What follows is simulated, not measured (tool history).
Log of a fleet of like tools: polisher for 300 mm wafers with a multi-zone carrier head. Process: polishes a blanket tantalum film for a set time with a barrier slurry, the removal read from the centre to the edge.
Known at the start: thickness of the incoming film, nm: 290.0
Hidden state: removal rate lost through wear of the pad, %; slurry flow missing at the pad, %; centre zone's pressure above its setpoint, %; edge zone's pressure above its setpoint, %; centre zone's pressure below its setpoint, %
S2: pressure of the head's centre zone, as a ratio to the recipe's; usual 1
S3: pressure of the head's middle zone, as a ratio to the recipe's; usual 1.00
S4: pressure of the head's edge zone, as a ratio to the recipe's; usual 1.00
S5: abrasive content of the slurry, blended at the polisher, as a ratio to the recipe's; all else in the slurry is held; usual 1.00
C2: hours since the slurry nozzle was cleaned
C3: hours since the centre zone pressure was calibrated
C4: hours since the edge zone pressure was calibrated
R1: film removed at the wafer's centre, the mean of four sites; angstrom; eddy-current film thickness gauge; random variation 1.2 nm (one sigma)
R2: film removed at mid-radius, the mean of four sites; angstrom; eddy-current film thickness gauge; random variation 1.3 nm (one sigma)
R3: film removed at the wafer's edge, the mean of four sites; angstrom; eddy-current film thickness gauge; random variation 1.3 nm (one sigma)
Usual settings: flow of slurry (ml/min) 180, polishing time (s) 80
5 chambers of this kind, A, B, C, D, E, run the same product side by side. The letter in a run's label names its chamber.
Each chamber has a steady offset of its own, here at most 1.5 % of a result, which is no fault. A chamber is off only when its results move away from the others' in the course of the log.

-- day=0.042 chamber B: worn pad replaced by a new one
run 1A day=0.250 | flow_of_slurry_(ml/min)=180 S2=1 S3=1.00 S4=1.00 S5=1.00 polishing_time_(s)=80 | wafers_polished_on_this_pad=652 C2=271.9 C3=396.7 C4=732.7 | R1=1088.60 R2=1069.10 R3=1064.50
run 2D day=0.358 | flow_of_slurry_(ml/min)=180 S2=1 S3=1.00 S4=1.00 S5=1.00 polishing_time_(s)=80 | wafers_polished_on_this_pad=259 C2=282.5 C3=605.1 C4=123.7 | R1=1062.70 R2=1055.20 R3=1055.60
-- day=0.533 chamber C: worn pad replaced by a new one
run 3E day=0.600 | flow_of_slurry_(ml/min)=180 S2=1 S3=1.00 S4=1.00 S5=1.00 polishing_time_(s)=80 | wafers_polished_on_this_pad=246 C2=108.7 C3=704.9 C4=456.8 | R1=1076.30 R2=1086.30 R3=1078.90
-- day=0.708 chamber A: worn pad replaced by a new one
run 4B day=0.792 | flow_of_slurry_(ml/min)=180 S2=1 S3=1.00 S4=1.00 S5=1.00 polishing_time_(s)=80 | wafers_polished_on_this_pad=225 C2=170.4 C3=23.7 C4=898.6 | R1=1075.50 R2=1051.50 R3=1079.10
run 5C day=0.942 | flow_of_slurry_(ml/min)=180 S2=1 S3=1.00 S4=1.00 S5=1.00 polishing_time_(s)=80 | wafers_polished_on_this_pad=122 C2=161.3 C3=886.3 C4=312.7 | R1=1077.20 R2=1062.20 R3=1079.20
run 6C day=1.162 | flow_of_slurry_(ml/min)=180 S2=1 S3=1.00 S4=1.00 S5=1.00 polishing_time_(s)=80 | wafers_polished_on_this_pad=188 C2=166.6 C3=891.6 C4=318.0 | R1=1094.80 R2=1064.60 R3=1080.90
run 7E day=1.325 | flow_of_slurry_(ml/min)=180 S2=1 S3=0.95 S4=1.10 S5=1.00 polishing_time_(s)=80 | wafers_polished_on_this_pad=463 C2=126.1 C3=722.3 C4=474.2 | R1=1088.90 R2=1014.20 R3=1143.90
run 8B day=1.475 | flow_of_slurry_(ml/min)=180 S2=1 S3=0.95 S4=1.10 S5=1.00 polishing_time_(s)=80 | wafers_polished_on_this_pad=430 C2=186.8 C3=40.1 C4=915.0 | R1=1095.00 R2=1016.50 R3=1125.00
run 9D day=1.583 | flow_of_slurry_(ml/min)=180 S2=1 S3=0.95 S4=1.10 S5=1.00 polishing_time_(s)=80 | wafers_polished_on_this_pad=626 C2=311.9 C3=634.5 C4=153.1 | R1=1067.40 R2=1012.50 R3=1161.50
run 10A day=1.721 | flow_of_slurry_(ml/min)=180 S2=1 S3=0.95 S4=1.10 S5=1.00 polishing_time_(s)=80 | wafers_polished_on_this_pad=303 C2=307.2 C3=432.0 C4=768.0 | R1=1076.60 R2=1022.40 R3=1148.90
-- day=1.738 chamber D: centre zone pressure recalibrated
-- day=1.783 chamber E: worn pad replaced by a new one
run 11D day=1.846 | flow_of_slurry_(ml/min)=180 S2=1 S3=0.95 S4=1.10 S5=1.00 polishing_time_(s)=80 | wafers_polished_on_this_pad=705 C2=318.2 C3=2.6 C4=159.4 | R1=972.41 R2=1047.10 R3=1149.40
-- day=1.871 chamber C: centre zone pressure recalibrated
run 12C day=2.029 | flow_of_slurry_(ml/min)=180 S2=1 S3=1.00 S4=1.00 S5=1.00 polishing_time_(s)=80 | wafers_polished_on_this_pad=448 C2=187.4 C3=3.8 C4=338.8 | R1=1075.60 R2=1070.30 R3=1077.40
run 13A day=2.162 | flow_of_slurry_(ml/min)=180 S2=1 S3=1.00 S4=0.94 S5=1.00 polishing_time_(s)=97 | wafers_polished_on_this_pad=435 C2=317.8 C3=442.6 C4=778.6 | R1=1299.30 R2=1333.80 R3=1253.30
-- day=2.225 chamber B: worn pad replaced by a new one
run 14B day=2.329 | flow_of_slurry_(ml/min)=180 S2=1 S3=1.00 S4=0.94 S5=1.00 polishing_time_(s)=97 | wafers_polished_on_this_pad=31 C2=207.3 C3=60.6 C4=935.5 | R1=1319.70 R2=1266.00 R3=1267.00
run 15E day=2.446 | flow_of_slurry_(ml/min)=180 S2=1 S3=1.00 S4=0.94 S5=1.00 polishing_time_(s)=97 | wafers_polished_on_this_pad=199 C2=153.0 C3=749.2 C4=501.1 | R1=1279.20 R2=1307.20 R3=1280.00
run 16B day=2.650 | flow_of_slurry_(ml/min)=180 S2=1 S3=1.00 S4=0.94 S5=1.00 polishing_time_(s)=97 | wafers_polished_on_this_pad=127 C2=215.0 C3=68.3 C4=943.2 | R1=1322.30 R2=1312.90 R3=1271.40
run 17A day=2.792 | flow_of_slurry_(ml/min)=180 S2=1 S3=1.00 S4=0.94 S5=1.00 polishing_time_(s)=97 | wafers_polished_on_this_pad=624 C2=332.9 C3=457.7 C4=793.7 | R1=1309.70 R2=1309.90 R3=1270.10
run 18C day=2.900 | flow_of_slurry_(ml/min)=180 S2=1 S3=1.00 S4=1.00 S5=1.00 polishing_time_(s)=80 | wafers_polished_on_this_pad=709 C2=208.3 C3=24.7 C4=359.7 | R1=1080.50 R2=1063.40 R3=1068.20
run 19D day=3.075 | flow_of_slurry_(ml/min)=180 S2=1 S3=1.00 S4=1.00 S5=1.00 polishing_time_(s)=80 | wafers_polished_on_this_pad=1073 C2=347.7 C3=32.1 C4=188.9 | R1=971.22 R2=1071.80 R3=1099.90
run 20E day=3.188 | flow_of_slurry_(ml/min)=180 S2=1 S3=1.00 S4=1.00 S5=1.00 polishing_time_(s)=80 | wafers_polished_on_this_pad=421 C2=170.8 C3=767.0 C4=518.9 | R1=1067.30 R2=1085.80 R3=1110.80
run 21D day=3.329 | flow_of_slurry_(ml/min)=180 S2=1 S3=1.00 S4=1.00 S5=1.00 polishing_time_(s)=80 | wafers_polished_on_this_pad=1149 C2=353.8 C3=38.2 C4=195.0 | R1=964.30 R2=1079.50 R3=1074.80
-- day=3.396 chamber E: centre zone pressure recalibrated
-- day=3.429 chamber A: worn pad replaced by a new one
run 22C day=3.504 | flow_of_slurry_(ml/min)=180 S2=1 S3=1.00 S4=1.00 S5=1.00 polishing_time_(s)=80 | wafers_polished_on_this_pad=890 C2=222.8 C3=39.2 C4=374.2 | R1=1064.00 R2=1066.60 R3=1068.70
-- day=3.638 chamber E: worn pad replaced by a new one
run 23A day=3.675 | flow_of_slurry_(ml/min)=180 S2=1 S3=1.00 S4=1.00 S5=1.00 polishing_time_(s)=80 | wafers_polished_on_this_pad=74 C2=354.1 C3=478.9 C4=814.9 | R1=1081.70 R2=1077.40 R3=1100.80
run 24B day=3.908 | flow_of_slurry_(ml/min)=180 S2=1 S3=1.00 S4=1.00 S5=1.00 polishing_time_(s)=80 | wafers_polished_on_this_pad=504 C2=245.2 C3=98.5 C4=973.4 | R1=1081.10 R2=1067.50 R3=1053.40
run 25E day=4.133 | flow_of_slurry_(ml/min)=145 S2=1 S3=1.00 S4=1.00 S5=1.00 polishing_time_(s)=71 | wafers_polished_on_this_pad=149 C2=193.5 C3=17.8 C4=541.6 | R1=923.60 R2=928.82 R3=947.35
-- day=4.238 chamber C: worn pad replaced by a new one
run 26A day=4.254 | flow_of_slurry_(ml/min)=145 S2=1 S3=1.00 S4=1.00 S5=1.00 polishing_time_(s)=71 | wafers_polished_on_this_pad=248 C2=368.0 C3=492.8 C4=828.8 | R1=936.77 R2=922.37 R3=935.92
-- day=4.350 chamber D: worn pad replaced by a new one
-- day=4.388 chamber B: worn pad replaced by a new one
run 27B day=4.408 | flow_of_slurry_(ml/min)=145 S2=1 S3=1.00 S4=1.00 S5=1.00 polishing_time_(s)=71 | wafers_polished_on_this_pad=7 C2=257.2 C3=110.5 C4=985.4 | R1=919.72 R2=925.32 R3=918.16
run 28E day=4.625 | flow_of_slurry_(ml/min)=145 S2=1 S3=1.00 S4=1.00 S5=1.00 polishing_time_(s)=71 | wafers_polished_on_this_pad=296 C2=205.3 C3=29.6 C4=553.4 | R1=891.89 R2=915.34 R3=914.22
run 29C day=4.767 | flow_of_slurry_(ml/min)=145 S2=1 S3=1.00 S4=1.00 S5=1.00 polishing_time_(s)=71 | wafers_polished_on_this_pad=158 C2=253.1 C3=69.5 C4=404.5 | R1=909.70 R2=889.92 R3=931.11
run 30D day=5.004 | flow_of_slurry_(ml/min)=180 S2=1 S3=0.96 S4=1.00 S5=1.15 polishing_time_(s)=80 | wafers_polished_on_this_pad=196 C2=394.0 C3=78.4 C4=235.2 | R1=1012.30 R2=1078.90 R3=1133.50

Is one chamber off against the others, does the gauge drift, or is nothing wrong? If a chamber is off, say which, and what the likeliest cause is.

A service left chamber D off against the others.
Cause: centre zone's pressure below its setpoint, % = 9.75.

Here are 4 candidates for chamber D's next run, each the usual settings with a change, their results left as question marks. Which one brings its results back in line with what the others give on the usual settings?
In line means no further than this from the other chambers' mean on the usual settings: R1 43.00 angstrom; R2 46.00 angstrom; R3 45.00 angstrom
run 31D-1 day=5.183 | flow_of_slurry_(ml/min)=175 S2=0.91 S3=1.02 S4=1.03 S5=1.00 polishing_time_(s)=79 | R1=? R2=? R3=?
run 31D-2 day=5.183 | flow_of_slurry_(ml/min)=185 S2=1.09 S3=0.98 S4=0.97 S5=1.00 polishing_time_(s)=81 | R1=? R2=? R3=?
run 31D-3 day=5.183 | flow_of_slurry_(ml/min)=205 S2=1.17 S3=0.93 S4=0.90 S5=1.00 polishing_time_(s)=83 | R1=? R2=? R3=?
run 31D-4 day=5.183 | flow_of_slurry_(ml/min)=165 S2=0.83 S3=1.05 S4=1.06 S5=1.00 polishing_time_(s)=78 | R1=? R2=? R3=?

The other chambers' mean on the usual settings: R1 1079.90 angstrom; R2 1074.00 angstrom; R3 1078.50 angstrom
run=31D-1 R1=845.51 R2=1086.00 R3=1084.60
run=31D-2 R1=1072.10 R2=1081.40 R3=1085.50
run=31D-3 R1=1207.80 R2=1071.20 R3=1083.90
run=31D-4 R1=743.31 R2=1091.30 R3=1079.20
31D-2 brings the chamber back in line.
